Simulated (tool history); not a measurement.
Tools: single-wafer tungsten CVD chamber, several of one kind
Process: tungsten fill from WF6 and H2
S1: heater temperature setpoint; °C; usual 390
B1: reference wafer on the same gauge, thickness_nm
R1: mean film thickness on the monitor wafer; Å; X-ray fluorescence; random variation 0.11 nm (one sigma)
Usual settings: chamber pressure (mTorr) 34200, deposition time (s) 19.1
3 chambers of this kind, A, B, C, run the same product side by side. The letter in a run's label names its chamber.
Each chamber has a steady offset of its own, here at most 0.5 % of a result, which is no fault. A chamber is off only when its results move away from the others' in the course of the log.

{"run": "1B", "hour": 5.1, "S1": 390, "chamber pressure (mTorr)": 34200, "deposition time (s)": 19.1, "B1": 47.875, "R1": 490.95}
{"run": "2C", "hour": 10.1, "S1": 390, "chamber pressure (mTorr)": 34200, "deposition time (s)": 19.1, "B1": 47.904, "R1": 488.87}
{"run": "3A", "hour": 16.0, "S1": 390, "chamber pressure (mTorr)": 34200, "deposition time (s)": 19.1, "B1": 47.924, "R1": 488.97}
{"run": "4C", "hour": 19.5, "S1": 390, "chamber pressure (mTorr)": 34200, "deposition time (s)": 19.1, "B1": 47.912, "R1": 487.27}
{"run": "5B", "hour": 24.3, "S1": 390, "chamber pressure (mTorr)": 34200, "deposition time (s)": 19.1, "B1": 47.884, "R1": 492.41}
{"run": "6A", "hour": 30.7, "S1": 390, "chamber pressure (mTorr)": 34200, "deposition time (s)": 19.1, "B1": 47.903, "R1": 488.46}
{"hour": 34.3, "done": "chamber B: capacitance manometer re-zeroed and calibrated"}
{"run": "7A", "hour": 37.2, "S1": 390, "chamber pressure (mTorr)": 34200, "deposition time (s)": 19.1, "B1": 47.927, "R1": 488.11}
{"run": "8C", "hour": 44.1, "S1": 395, "chamber pressure (mTorr)": 34200, "deposition time (s)": 19.1, "B1": 47.905, "R1": 537.14}
{"run": "9B", "hour": 48.9, "S1": 395, "chamber pressure (mTorr)": 34200, "deposition time (s)": 19.1, "B1": 47.883, "R1": 537.67}
{"run": "10B", "hour": 52.1, "S1": 395, "chamber pressure (mTorr)": 34200, "deposition time (s)": 19.1, "B1": 47.905, "R1": 539.89}
{"run": "11C", "hour": 55.5, "S1": 390, "chamber pressure (mTorr)": 34200, "deposition time (s)": 19.1, "B1": 47.894, "R1": 489.42}
{"run": "12A", "hour": 60.1, "S1": 390, "chamber pressure (mTorr)": 34200, "deposition time (s)": 19.1, "B1": 47.892, "R1": 488.26}
{"run": "13C", "hour": 67.4, "S1": 390, "chamber pressure (mTorr)": 34200, "deposition time (s)": 19.1, "B1": 47.913, "R1": 487.93}
{"run": "14B", "hour": 73.8, "S1": 390, "chamber pressure (mTorr)": 34200, "deposition time (s)": 19.1, "B1": 47.93, "R1": 490.75}
{"hour": 76.1, "done": "chamber B: thermocouple changed; heater temperature recalibrated"}
{"run": "15A", "hour": 80.2, "S1": 390, "chamber pressure (mTorr)": 34200, "deposition time (s)": 19.1, "B1": 47.871, "R1": 488.2}
{"run": "16B", "hour": 85.5, "S1": 390, "chamber pressure (mTorr)": 34200, "deposition time (s)": 19.1, "B1": 47.907, "R1": 496.59}
{"run": "17C", "hour": 88.9, "S1": 390, "chamber pressure (mTorr)": 34200, "deposition time (s)": 19.1, "B1": 47.904, "R1": 487.15}
{"run": "18A", "hour": 96.2, "S1": 390, "chamber pressure (mTorr)": 34200, "deposition time (s)": 19.1, "B1": 47.915, "R1": 487.72}
{"run": "19B", "hour": 100.2, "S1": 390, "chamber pressure (mTorr)": 34200, "deposition time (s)": 19.1, "B1": 47.899, "R1": 496.11}
{"run": "20C", "hour": 104.5, "S1": 390, "chamber pressure (mTorr)": 34200, "deposition time (s)": 21.8, "B1": 47.901, "R1": 555.7}
{"run": "21A", "hour": 111.8, "S1": 390, "chamber pressure (mTorr)": 34200, "deposition time (s)": 21.8, "B1": 47.889, "R1": 556.72}
{"run": "22A", "hour": 116.5, "S1": 390, "chamber pressure (mTorr)": 34200, "deposition time (s)": 21.8, "B1": 47.876, "R1": 558.03}
{"run": "23C", "hour": 122.4, "S1": 390, "chamber pressure (mTorr)": 34200, "deposition time (s)": 19.1, "B1": 47.924, "R1": 488.96}
{"run": "24B", "hour": 129.7, "S1": 390, "chamber pressure (mTorr)": 34200, "deposition time (s)": 19.1, "B1": 47.907, "R1": 499.44}

What goes on in this fleet: one chamber off, a drifting gauge, or nothing beyond the chambers' own small offsets? Name the chamber and the cause, if any.

A service left chamber B off against the others.
Cause: wafer temperature above the value expected at the setpoint (K) = 0.797.

Here are 4 candidates for chamber B's next run, each the usual settings with a change, their results left as question marks. Which one brings its results back in line with what the others give on the usual settings?
In line means no further than this from the other chambers' mean on the usual settings: R1 3.9 Å
{"run": "25B-1", "hour": 135.0, "S1": 390, "chamber pressure (mTorr)": 33900, "deposition time (s)": 19.1, "R1": "?"}
{"run": "25B-2", "hour": 135.0, "S1": 390, "chamber pressure (mTorr)": 34300, "deposition time (s)": 19.2, "R1": "?"}
{"run": "25B-3", "hour": 135.0, "S1": 390, "chamber pressure (mTorr)": 34600, "deposition time (s)": 19.4, "R1": "?"}
{"run": "25B-4", "hour": 135.0, "S1": 390, "chamber pressure (mTorr)": 33800, "deposition time (s)": 18.8, "R1": "?"}

The other chambers' mean on the usual settings: R1 487.9 Å
run=25B-1 R1=494.75
run=25B-2 R1=500.1
run=25B-3 R1=507.4
run=25B-4 R1=486.27
25B-4 brings the chamber back in line.
